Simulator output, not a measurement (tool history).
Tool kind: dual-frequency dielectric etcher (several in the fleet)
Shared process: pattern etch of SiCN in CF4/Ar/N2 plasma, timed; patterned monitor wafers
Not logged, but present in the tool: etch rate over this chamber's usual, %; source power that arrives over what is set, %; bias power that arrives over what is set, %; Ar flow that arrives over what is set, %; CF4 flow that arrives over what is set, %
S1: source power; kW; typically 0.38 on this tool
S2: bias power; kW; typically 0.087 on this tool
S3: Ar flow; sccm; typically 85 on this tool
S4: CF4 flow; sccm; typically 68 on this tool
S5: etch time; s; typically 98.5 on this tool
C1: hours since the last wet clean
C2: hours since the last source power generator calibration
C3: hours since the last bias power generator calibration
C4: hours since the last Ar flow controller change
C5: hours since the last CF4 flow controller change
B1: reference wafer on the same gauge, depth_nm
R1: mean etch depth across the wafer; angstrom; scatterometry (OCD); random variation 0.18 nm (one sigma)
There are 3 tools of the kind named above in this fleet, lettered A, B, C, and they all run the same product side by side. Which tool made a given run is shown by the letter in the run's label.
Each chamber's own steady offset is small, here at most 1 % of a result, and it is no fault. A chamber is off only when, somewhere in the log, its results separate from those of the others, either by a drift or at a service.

run,hour,S1,S2,S3,S4,S5,C1,C2,C3,C4,C5,B1,R1
1B,2.3,0.38,0.087,85,68,98.5,120.1,259.3,3041.6,1614.4,3552,86.56,791.05
2A,6,0.38,0.087,85,68,98.5,52,848.4,4403.1,1123.3,697.9,86.62,788.54
3C,10.4,0.38,0.087,85,68,98.5,103.3,1584.9,2754.5,1827.2,562.9,86.642,792.51
4B,14.5,0.38,0.087,85,68,98.5,132.3,271.5,3053.8,1626.6,3564.2,86.638,791.87
5A,17.7,0.38,0.087,85,68,98.5,63.7,860.1,4414.8,1135,709.6,86.662,794.15
6C,21.7,0.38,0.087,85,68,98.5,114.6,1596.2,2765.8,1838.5,574.2,86.597,790.28
# hour 23.5: chamber C: bias power generator calibrated
7A,23.8,0.38,0.087,85,68,98.5,69.8,866.2,4420.9,1141.1,715.7,86.59,791.01
8B,27.9,0.38,0.087,85,68,98.5,145.7,284.9,3067.2,1640,3577.6,86.558,790.97
9C,32.4,0.38,0.087,85,68,98.5,125.3,1606.9,8.9,1849.2,584.9,86.623,789.58
10B,34.8,0.38,0.087,85,68,98.5,152.6,291.8,3074.1,1646.9,3584.5,86.579,793.75
11A,38,0.38,0.087,85,68,98.5,84,880.4,4435.1,1155.3,729.9,86.621,788.24
12C,41.3,0.38,0.087,85,68,98.5,134.2,1615.8,17.8,1858.1,593.8,86.604,793.49
13B,43.3,0.38,0.087,85,68,98.5,161.1,300.3,3082.6,1655.4,3593,86.643,793.42
14A,45.8,0.38,0.087,85,68,98.5,91.8,888.2,4442.9,1163.1,737.7,86.554,791.33
15C,47.8,0.38,0.087,85,68,98.5,140.7,1622.3,24.3,1864.6,600.3,86.667,798.55
16A,51.6,0.38,0.087,85,68,98.5,97.6,894,4448.7,1168.9,743.5,86.643,787.65
17C,55,0.38,0.087,85,68,98.5,147.9,1629.5,31.5,1871.8,607.5,86.593,799
18B,57.6,0.38,0.087,85,68,98.5,175.4,314.6,3096.9,1669.7,3607.3,86.581,791.88
19B,62,0.38,0.087,85,68,98.5,179.8,319,3101.3,1674.1,3611.7,86.585,794.84
20C,66.1,0.38,0.087,85,68,98.5,159,1640.6,42.6,1882.9,618.6,86.55,805.15
21A,70.2,0.38,0.087,85,68,98.5,116.2,912.6,4467.3,1187.5,762.1,86.592,791.56
22C,74,0.38,0.087,85,68,98.5,166.9,1648.5,50.5,1890.8,626.5,86.649,802.51
23B,77.3,0.38,0.087,85,68,98.5,195.1,334.3,3116.6,1689.4,3627,86.622,795.84
24A,80.7,0.38,0.087,85,68,98.5,126.7,923.1,4477.8,1198,772.6,86.596,787.55
25A,83.8,0.38,0.087,85,68,98.5,129.8,926.2,4480.9,1201.1,775.7,86.588,791.15
26C,87,0.38,0.087,85,68,98.5,179.9,1661.5,63.5,1903.8,639.5,86.541,806.19
27B,89,0.38,0.087,66,68,70.5,206.8,346,3128.3,1701.1,3638.7,86.636,585.56
28A,91.6,0.38,0.087,66,68,70.5,137.6,934,4488.7,1208.9,783.5,86.585,586.94

Does one chamber stand apart from the rest, does the shared gauge drift, or is all well apart from small per-chamber offsets? Give the chamber and the most likely cause, where there is one.

Little by little, chamber C moves away from the other chambers.
Likeliest cause: source power that arrives over what is set, % = 2.63.
Not necessarily distinguishable in this log from: etch rate over this chamber's usual, %.

Below are 4 candidate recipes for chamber C's next run, each the usual settings with a change, their results shown as question marks. Which of them brings C's results back in line with what the other chambers give on the usual settings?
To be in line, a result may differ from the other chambers' mean on the usual settings by at most: R1 6.3 angstrom
29C-1,94.8,0.37,0.087,85,68,98.5,,,,,,,?
29C-2,94.8,0.38,0.087,85,68,99,,,,,,,?
29C-3,94.8,0.38,0.087,72,68,98.5,,,,,,,?
29C-4,94.8,0.38,0.087,89,68,98.5,,,,,,,?

Other chambers, usual settings, mean: R1 792.07 angstrom
run,R1
29C-1,791.81
29C-2,814.51
29C-3,828.25
29C-4,805.36
With 29C-1, the chamber falls back in line with the rest.
